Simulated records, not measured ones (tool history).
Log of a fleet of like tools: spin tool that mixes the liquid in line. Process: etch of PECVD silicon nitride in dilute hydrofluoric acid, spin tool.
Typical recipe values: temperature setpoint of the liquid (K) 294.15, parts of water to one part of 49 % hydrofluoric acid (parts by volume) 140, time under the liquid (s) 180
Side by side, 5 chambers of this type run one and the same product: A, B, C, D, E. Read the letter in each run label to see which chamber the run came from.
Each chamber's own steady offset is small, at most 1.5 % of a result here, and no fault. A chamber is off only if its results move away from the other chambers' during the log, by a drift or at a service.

run	hour	temperature setpoint of the liquid (K)	parts of water to one part of 49 % hydrofluoric acid (parts by volume)	time under the liquid (s)	read-back film thickness of the PECVD silicon nitride reference wafer, read on the same gauge (nm)	thickness taken off the PECVD silicon nitride on a monitor wafer (Å)
1C	8.6	294.15	140	180	79.999	28.217
# hour 14.9: chamber A: hydrofluoric acid flow meter replaced
2B	16.2	294.15	140	180	80.006	28.024
3D	24.9	294.15	140	180	80.004	28.212
# hour 25.1: chamber D: hydrofluoric acid flow meter replaced
4E	30.5	294.15	140	180	80.008	27.948
5A	36.5	294.15	140	180	80.012	27.96
6E	43.2	294.15	140	180	80.001	28.656
7C	51	294.15	140	180	79.983	28.221
8A	55.8	294.15	140	180	79.984	28.458
9D	65.4	294.15	140	180	79.988	27.963
10B	71.2	294.15	200	180	80.008	20.156
11A	77.7	294.15	200	180	80	20.2
12D	85	294.15	200	180	80.009	20
13B	92.3	294.15	200	180	80.005	20.03
14C	103.3	294.15	200	180	80.004	20.119
15E	109.9	294.15	140	180	80.009	29.255
16A	116.1	294.15	140	180	80.009	28.549
17D	124.6	294.15	140	180	80.006	28.579
18C	134.7	294.15	140	180	80.016	27.85
19E	140	291.65	180	180	79.996	18.734
20B	150.2	291.65	180	180	79.994	18.787
21A	157.1	291.65	180	180	79.993	18.398
22B	163.5	291.65	180	180	80.01	19.08
23D	172.9	291.65	180	180	79.996	19.392
24C	180	294.15	140	180	79.996	27.485
25E	186.2	294.15	140	180	80.009	28.974
26B	196.9	297.15	140	180	80.002	33.565
27E	206.2	297.15	140	180	80.007	35.828
28C	211.1	297.15	140	180	79.975	34.907
29D	217.5	297.15	140	180	80.013	34.424
30A	226.7	297.15	140	180	80.023	34.702
31E	232.1	294.15	140	180	80.001	29.282
# hour 233.1: chamber B: hydrofluoric acid flow meter replaced
32B	242.3	296.15	140	75	79.995	13.149
33C	252.3	296.15	140	75	79.993	13.276
34A	262.6	296.15	140	75	80.005	13.542
35D	271.2	296.15	140	75	80.021	13.867
36C	280.6	296.15	140	75	80.006	13.039
37B	285.8	294.15	140	180	79.996	28.619
38D	292.8	294.15	140	180	80.011	28.833

All chambers now run identical settings, listed one chamber a line with results as question marks. What results will each chamber show?
39A	300.7	294.15	140	255		?
39B	300.7	294.15	140	255		?
39C	300.7	294.15	140	255		?
39D	300.7	294.15	140	255		?
39E	300.7	294.15	140	255		?

run	thickness taken off the PECVD silicon nitride on a monitor wafer (Å)
39A	40.705
39B	39.314
39C	39.89
39D	41.147
39E	43.198
